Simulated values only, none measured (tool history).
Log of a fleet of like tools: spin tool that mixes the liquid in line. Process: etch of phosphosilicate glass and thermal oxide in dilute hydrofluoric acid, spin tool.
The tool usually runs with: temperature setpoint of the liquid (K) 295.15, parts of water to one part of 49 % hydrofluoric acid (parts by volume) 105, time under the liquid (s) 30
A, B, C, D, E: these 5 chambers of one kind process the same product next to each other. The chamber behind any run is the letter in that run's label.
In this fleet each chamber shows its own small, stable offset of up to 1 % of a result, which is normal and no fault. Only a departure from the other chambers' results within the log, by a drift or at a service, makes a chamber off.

run	hour	temperature setpoint of the liquid (K)	parts of water to one part of 49 % hydrofluoric acid (parts by volume)	time under the liquid (s)	read-back film thickness of the phosphosilicate glass reference wafer, read on the same gauge (nm)	read-back film thickness of the thermal oxide reference wafer, read on the same gauge (nm)	thickness taken off the phosphosilicate glass on a monitor wafer (Å)	thickness taken off the thermal oxide on a monitor wafer (Å)
1E	8.2	295.15	105	30	149.97	119.99	205.91	10.83
2A	22.8	295.15	105	30	149.97	120	207.96	11.445
3D	31.4	295.15	105	30	149.97	119.99	206.55	10.988
4B	39.6	295.15	105	30	150.01	120	205.59	11.636
5C	52.9	295.15	105	30	149.92	120.01	207.07	11.746
6C	65.3	295.15	105	30	149.98	119.98	206.35	11.831
7E	74.6	295.15	105	30	149.99	120.01	205.9	11.118
8B	82.6	295.15	105	30	150	119.98	205.52	11.274
9D	92.6	295.15	105	30	150.02	119.97	206.77	10.948
# hour 99.6: chamber A: thermometer replaced
10A	101.9	295.15	105	30	150.01	119.99	207.48	11.703
11D	112.7	295.15	105	30	150.01	120	208.05	11.554
12B	123.9	295.15	105	30	149.93	120.02	205.45	11.985
13A	137.8	295.15	105	30	150.05	120.01	204.5	11.792
14E	145.9	295.15	105	30	150.05	119.99	205.77	11.332
15C	159	295.15	125	30	150.02	120.01	170.31	9.5492
16B	170.4	295.15	125	30	149.99	119.99	169.36	9.8429
17E	182.1	295.15	125	30	150.01	120	170.52	9.3344
18A	192.4	295.15	125	30	150.02	119.98	169.61	9.4523
19C	200.9	295.15	125	30	149.99	120	170.07	9.9281
20D	214.3	295.15	105	30	149.98	120.01	208.9	10.786
21D	224	295.15	105	30	150.02	119.97	207.59	11.559
22A	231.6	295.15	105	30	150.02	119.96	205.5	11.567
23B	244.2	295.15	105	30	149.99	119.99	204.45	12.024
# hour 246.4: chamber D: thermometer replaced
24E	257.1	298.65	145	30	149.96	119.99	162.54	8.9582
25C	269.2	298.65	145	30	149.96	119.99	163.04	9.8379
26E	282.4	298.65	145	30	150.02	120.01	162.39	8.959
# hour 293.2: chamber E: thermometer replaced
27C	293.3	298.65	145	30	150.04	120.02	165.17	8.8608
28D	306	298.65	145	30	149.98	120.01	163.81	9.2625
29B	319.9	295.15	105	30	150.02	120.02	205.61	11.141
30A	327.4	295.15	105	30	149.97	119.97	207.59	11.279
31C	336.7	295.15	105	30	150.03	120.01	206.54	11.563
32A	351	295.15	105	50	149.99	119.99	345.04	18.487
33B	363.4	295.15	105	50	150.02	120.01	341.59	18.456
34D	378.2	295.15	105	50	150.01	120	345.9	18.042
35E	387.2	295.15	105	50	150.01	120.04	343.64	20.511
36C	395	295.15	105	50	150.03	119.96	346.16	19.355
37E	408.7	299.15	105	30	150.04	120.01	240.71	13.941

Is one chamber off against the others, does the gauge drift, or is nothing wrong? If a chamber is off, say which, and what the likeliest cause is.

Neither any chamber nor the gauge drifts; the chambers differ only by their own small, steady offsets.
